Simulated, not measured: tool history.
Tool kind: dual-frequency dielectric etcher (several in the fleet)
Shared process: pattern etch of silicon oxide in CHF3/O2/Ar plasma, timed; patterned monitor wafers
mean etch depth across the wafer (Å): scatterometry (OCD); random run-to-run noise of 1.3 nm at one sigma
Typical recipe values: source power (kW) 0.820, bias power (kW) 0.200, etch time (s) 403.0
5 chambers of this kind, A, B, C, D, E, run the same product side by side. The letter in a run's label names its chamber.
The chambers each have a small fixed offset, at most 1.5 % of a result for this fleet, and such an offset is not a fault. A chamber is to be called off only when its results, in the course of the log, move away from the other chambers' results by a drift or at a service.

| run | hour | source power (kW) | bias power (kW) | etch time (s) | read-back reference wafer on the same gauge, depth_nm | mean etch depth across the wafer (Å) |
|---|---|---|---|---|---|---|
| 1D | 9.7 | 0.820 | 0.200 | 403.0 | 846.94 | 9337.0 |
|  | 11.7 | chamber C: wet clean of the chamber |
| 2B | 16.0 | 0.820 | 0.200 | 403.0 | 846.92 | 9304.5 |
| 3E | 23.9 | 0.820 | 0.200 | 403.0 | 846.29 | 9278.5 |
| 4C | 31.1 | 0.820 | 0.200 | 403.0 | 846.34 | 9304.1 |
| 5A | 36.8 | 0.930 | 0.171 | 403.0 | 846.51 | 9167.8 |
| 6C | 42.4 | 0.930 | 0.171 | 403.0 | 846.52 | 9241.3 |
| 7D | 53.0 | 0.930 | 0.171 | 403.0 | 846.08 | 9270.9 |
| 8B | 62.2 | 0.930 | 0.171 | 403.0 | 846.02 | 9234.6 |
| 9A | 70.6 | 0.930 | 0.171 | 403.0 | 845.54 | 9133.9 |
| 10E | 77.2 | 0.820 | 0.200 | 403.0 | 845.80 | 9258.8 |
| 11E | 83.2 | 0.820 | 0.200 | 403.0 | 845.70 | 9261.5 |
| 12A | 90.0 | 0.820 | 0.200 | 403.0 | 845.05 | 9143.7 |
|  | 95.4 | chamber A: wet clean of the chamber |
| 13B | 96.2 | 0.820 | 0.200 | 403.0 | 845.36 | 9285.7 |
|  | 98.6 | chamber D: wet clean of the chamber |
| 14C | 101.5 | 0.820 | 0.200 | 403.0 | 844.80 | 9287.7 |
| 15D | 110.3 | 0.820 | 0.200 | 403.0 | 844.78 | 9295.7 |
| 16C | 119.6 | 0.820 | 0.200 | 403.0 | 844.80 | 9265.5 |
| 17A | 124.9 | 0.820 | 0.200 | 403.0 | 845.13 | 9152.6 |
| 18B | 132.4 | 0.820 | 0.200 | 403.0 | 844.12 | 9264.2 |
| 19E | 142.2 | 0.820 | 0.200 | 403.0 | 844.33 | 9282.0 |
| 20D | 147.9 | 0.820 | 0.200 | 503.0 | 844.15 | 11574.0 |
| 21D | 156.8 | 0.820 | 0.200 | 503.0 | 843.91 | 11582.0 |
| 22C | 161.9 | 0.820 | 0.200 | 503.0 | 843.94 | 11598.0 |
| 23B | 168.0 | 0.820 | 0.200 | 503.0 | 844.02 | 11572.0 |
| 24E | 172.7 | 0.820 | 0.200 | 503.0 | 843.92 | 11541.0 |
| 25A | 180.8 | 0.820 | 0.200 | 403.0 | 843.78 | 9144.1 |
| 26B | 189.6 | 0.820 | 0.200 | 403.0 | 843.44 | 9280.9 |
| 27A | 197.8 | 0.700 | 0.200 | 344.5 | 843.39 | 7362.9 |
| 28C | 205.2 | 0.700 | 0.200 | 344.5 | 843.29 | 7448.7 |
| 29E | 214.9 | 0.700 | 0.200 | 344.5 | 842.96 | 7437.7 |
| 30D | 219.8 | 0.700 | 0.200 | 344.5 | 843.34 | 7465.7 |
|  | 221.9 | chamber E: wet clean of the chamber |
| 31B | 227.8 | 0.700 | 0.200 | 344.5 | 842.68 | 7465.0 |
| 32D | 233.5 | 0.820 | 0.200 | 403.0 | 842.76 | 9283.0 |
| 33A | 240.1 | 0.820 | 0.200 | 403.0 | 842.14 | 9141.8 |
| 34E | 249.7 | 0.820 | 0.200 | 403.0 | 841.90 | 9264.4 |

All 5 chambers run these settings next. Forecast each chamber's results:
| 35A | 257.3 | 0.820 | 0.200 | 403.0 |  | ? |
| 35B | 257.3 | 0.820 | 0.200 | 403.0 |  | ? |
| 35C | 257.3 | 0.820 | 0.200 | 403.0 |  | ? |
| 35D | 257.3 | 0.820 | 0.200 | 403.0 |  | ? |
| 35E | 257.3 | 0.820 | 0.200 | 403.0 |  | ? |

| run | mean etch depth across the wafer (Å) |
|---|---|
| 35A | 9136.1 |
| 35B | 9252.1 |
| 35C | 9230.8 |
| 35D | 9280.7 |
| 35E | 9233.1 |

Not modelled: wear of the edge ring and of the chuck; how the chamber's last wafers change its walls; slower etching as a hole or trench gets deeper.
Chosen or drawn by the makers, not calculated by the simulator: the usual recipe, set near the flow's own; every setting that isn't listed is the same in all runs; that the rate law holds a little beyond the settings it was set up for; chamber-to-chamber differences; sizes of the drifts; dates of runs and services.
